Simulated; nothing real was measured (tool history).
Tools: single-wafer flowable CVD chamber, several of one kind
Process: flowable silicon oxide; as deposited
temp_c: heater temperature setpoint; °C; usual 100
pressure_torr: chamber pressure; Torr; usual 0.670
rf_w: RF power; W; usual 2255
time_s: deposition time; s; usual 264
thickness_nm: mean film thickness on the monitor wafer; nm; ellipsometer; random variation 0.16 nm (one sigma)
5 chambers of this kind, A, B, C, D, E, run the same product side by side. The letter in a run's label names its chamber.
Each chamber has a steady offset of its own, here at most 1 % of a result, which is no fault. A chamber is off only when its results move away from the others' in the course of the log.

run	hour	temp_c	pressure_torr	rf_w	time_s	hours since the last thermocouple change	hours since the last RF generator calibration	hours since the last manometer calibration	read-back reference wafer on the same gauge, thickness_nm	thickness_nm
1B	12.7	100	0.670	2255	264	882.9	1430.3	1064.1	146.97	130.650
# hour 21.3: chamber E: thermocouple changed; heater temperature recalibrated
2D	24.2	100	0.670	2255	264	891.5	733.7	1929.5	147.04	130.250
3C	38.6	100	0.670	2255	264	311.2	581.2	1198.2	147.08	128.630
4E	45.1	100	0.670	2255	264	23.9	62.2	1107.2	147.11	128.670
5A	55.1	100	0.670	2255	264	724.4	582.9	1130.9	147.14	130.190
6C	63.4	100	0.670	2255	264	336.0	606.0	1223.0	147.12	128.930
7E	74.6	100	0.670	2255	264	53.4	91.7	1136.7	147.15	128.910
8A	86.0	100	0.670	2255	264	755.3	613.8	1161.8	147.15	130.210
9B	96.3	100	0.670	2255	264	966.5	1513.9	1147.7	147.15	130.680
# hour 99.6: chamber D: RF generator calibrated
10D	109.4	100	0.670	2255	264	976.7	9.9	2014.7	147.23	130.430
11E	122.3	100	0.670	2255	264	101.1	139.4	1184.4	147.23	128.870
# hour 127.4: chamber B: RF generator calibrated
12B	135.8	100	0.670	2255	264	1006.0	8.4	1187.2	147.24	130.770
13D	146.9	100	0.670	2255	264	1014.2	47.4	2052.2	147.27	130.150
14C	158.3	100	0.670	2255	264	430.9	700.9	1317.9	147.30	128.850
15A	165.1	100	0.670	2255	264	834.4	692.9	1240.9	147.27	130.460
16E	173.3	112	0.670	2255	292	152.1	190.4	1235.4	147.38	95.670
17B	184.7	112	0.670	2255	292	1054.9	57.3	1236.1	147.36	97.584
# hour 188.3: chamber D: capacitance manometer re-zeroed and calibrated
# hour 193.3: chamber E: capacitance manometer re-zeroed and calibrated
18A	195.0	112	0.670	2255	292	864.3	722.8	1270.8	147.41	97.542
19D	207.6	112	0.670	2255	292	1074.9	108.1	19.3	147.44	96.901
20C	215.0	112	0.670	2255	292	487.6	757.6	1374.6	147.40	95.497
21B	224.0	100	0.670	2255	264	1094.2	96.6	1275.4	147.42	130.720
22A	232.2	100	0.670	2255	264	901.5	760.0	1308.0	147.47	130.540
23C	244.6	100	0.670	2255	264	517.2	787.2	1404.2	147.41	128.720
24E	251.8	100	0.670	2255	264	230.6	268.9	58.5	147.47	129.260
25D	262.8	100	0.670	2255	264	1130.1	163.3	74.5	147.53	130.580
26E	274.9	87	0.824	2255	264	253.7	292.0	81.6	147.51	262.330
27D	288.1	87	0.824	2255	264	1155.4	188.6	99.8	147.59	262.180
28C	295.3	87	0.824	2255	264	567.9	837.9	1454.9	147.54	261.650
29B	303.1	87	0.824	2255	264	1173.3	175.7	1354.5	147.59	260.890
30A	317.3	87	0.824	2255	264	986.6	845.1	1393.1	147.64	259.830
31A	324.0	100	0.670	2255	264	993.3	851.8	1399.8	147.59	130.480
32E	337.3	100	0.670	2255	264	316.1	354.4	144.0	147.69	129.290
33D	346.7	100	0.670	2255	264	1214.0	247.2	158.4	147.67	130.690
34B	360.5	100	0.670	2255	264	1230.7	233.1	1411.9	147.66	131.120
35C	373.2	100	0.670	2255	264	645.8	915.8	1532.8	147.73	129.370
36B	385.4	100	0.670	2255	264	1255.6	258.0	1436.8	147.73	131.270

Is one chamber off against the others, does the gauge drift, or is nothing wrong? If a chamber is off, say which, and what the likeliest cause is.

The gauge drifts, so all chambers seem to drift together. No chamber is off.
Cause: gauge reads high (%) = 0.517.
